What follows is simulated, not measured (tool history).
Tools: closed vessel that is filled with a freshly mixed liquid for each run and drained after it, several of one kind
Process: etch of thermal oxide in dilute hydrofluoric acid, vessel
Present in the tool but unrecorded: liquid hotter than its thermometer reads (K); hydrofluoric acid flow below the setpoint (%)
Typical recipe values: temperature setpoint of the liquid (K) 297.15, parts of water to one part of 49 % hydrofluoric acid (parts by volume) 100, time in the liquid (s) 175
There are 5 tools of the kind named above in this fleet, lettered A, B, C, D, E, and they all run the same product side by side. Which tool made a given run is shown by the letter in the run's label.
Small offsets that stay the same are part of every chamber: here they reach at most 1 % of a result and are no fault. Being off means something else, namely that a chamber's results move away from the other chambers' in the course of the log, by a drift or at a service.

run,hour,temperature setpoint of the liquid (K),parts of water to one part of 49 % hydrofluoric acid (parts by volume),time in the liquid (s),hours since the thermometer was replaced,hours since the hydrofluoric acid flow meter was replaced,"read-back film thickness of the thermal oxide reference wafer, read on the same gauge (nm)",thickness taken off the thermal oxide on a monitor wafer (Å)
1A,12.6,297.15,100,175,2173.6,365.3,130.01,84.336
2C,21.5,297.15,100,175,238.3,113.6,129.97,84.699
3D,29.6,297.15,100,175,351.2,1690.6,130,84.016
4E,42.5,297.15,100,175,3024.4,347.8,130.01,84.835
5B,52.8,297.15,100,175,824.4,431.1,129.99,84.117
6B,62.9,297.15,100,175,834.5,441.2,129.99,83.927
7C,71.1,297.15,100,175,287.9,163.2,130,84.961
8A,77.8,297.15,100,175,2238.8,430.5,130,83.911
# hour 82.6: chamber D: hydrofluoric acid flow meter replaced
# hour 89.3: chamber E: thermometer replaced
9E,89.6,297.15,100,175,0.3,394.9,130,84.754
10D,97.7,297.15,70,80,419.3,15.1,130.01,56.677
11C,104.8,297.15,70,80,321.6,196.9,130.01,58.284
12D,111.6,297.15,70,80,433.2,29,130.02,56.927
13E,119.2,297.15,70,80,29.9,424.5,130.02,57.411
14B,129,297.15,70,80,900.6,507.3,129.99,56.493
15A,140.6,297.15,100,175,2301.6,493.3,129.98,84.702
16D,154.3,297.15,100,175,475.9,71.7,129.98,83.93
17A,161.4,297.15,100,175,2322.4,514.1,129.95,84.304
18B,171.3,297.15,100,175,942.9,549.6,130.02,84.452
19C,177.8,297.15,100,175,394.6,269.9,130.01,84.997
20E,187.8,297.15,100,175,98.5,493.1,130,84.34
21A,194.9,292.65,100,175,2355.9,547.6,130.01,70.222
22E,207.8,292.65,100,175,118.5,513.1,130,71.156
23D,214.8,292.65,100,175,536.4,132.2,130.01,70.935
24B,222.3,292.65,100,175,993.9,600.6,130.01,70.45
25C,233.5,292.65,100,175,450.3,325.6,129.99,71.04
26E,243.7,297.15,100,175,154.4,549,129.99,84.435
27C,254.7,297.15,100,175,471.5,346.8,129.99,85.051
28D,267.7,297.15,100,175,589.3,185.1,130,85.015
29B,278.5,297.15,100,175,1050.1,656.8,130.01,84.081
30A,287.4,297.15,100,175,2448.4,640.1,129.98,84.583
31B,298.2,297.15,100,175,1069.8,676.5,129.97,84.191
32D,309.5,300.65,100,175,631.1,226.9,130,97.789
33C,321.8,300.65,100,175,538.6,413.9,129.99,97.299
34E,334,300.65,100,175,244.7,639.3,130,97.035

One chamber off, gauge drift, or nothing amiss beyond the chambers' own small offsets? If it is a chamber, which one, and what is the likeliest cause?

One chamber, D, drifts off from the rest bit by bit.
What lies behind it: liquid hotter than its thermometer reads (K) = 0.576.
The log might look much the same if the cause were instead: hydrofluoric acid flow above the setpoint (%).

Chamber D could run next with any of the 4 candidate recipes listed below; each alters the usual settings, and their results appear as question marks. Which one brings its results back in line with what the other chambers deliver on the usual settings?
A result is in line if it is within this distance of the other chambers' mean on the usual settings: thickness taken off the thermal oxide on a monitor wafer (Å) 0.94
35D-1,344.3,297.65,100,175,,,,?
35D-2,344.3,296.15,100,175,,,,?
35D-3,344.3,298.15,100,175,,,,?
35D-4,344.3,296.65,100,175,,,,?

Mean of the other chambers on the usual settings: thickness taken off the thermal oxide on a monitor wafer (Å) 84.455
run,thickness taken off the thermal oxide on a monitor wafer (Å)
35D-1,87.701
35D-2,82.721
35D-3,89.399
35D-4,84.345
35D-4 is the one that brings the chamber's results back in line with the other chambers.
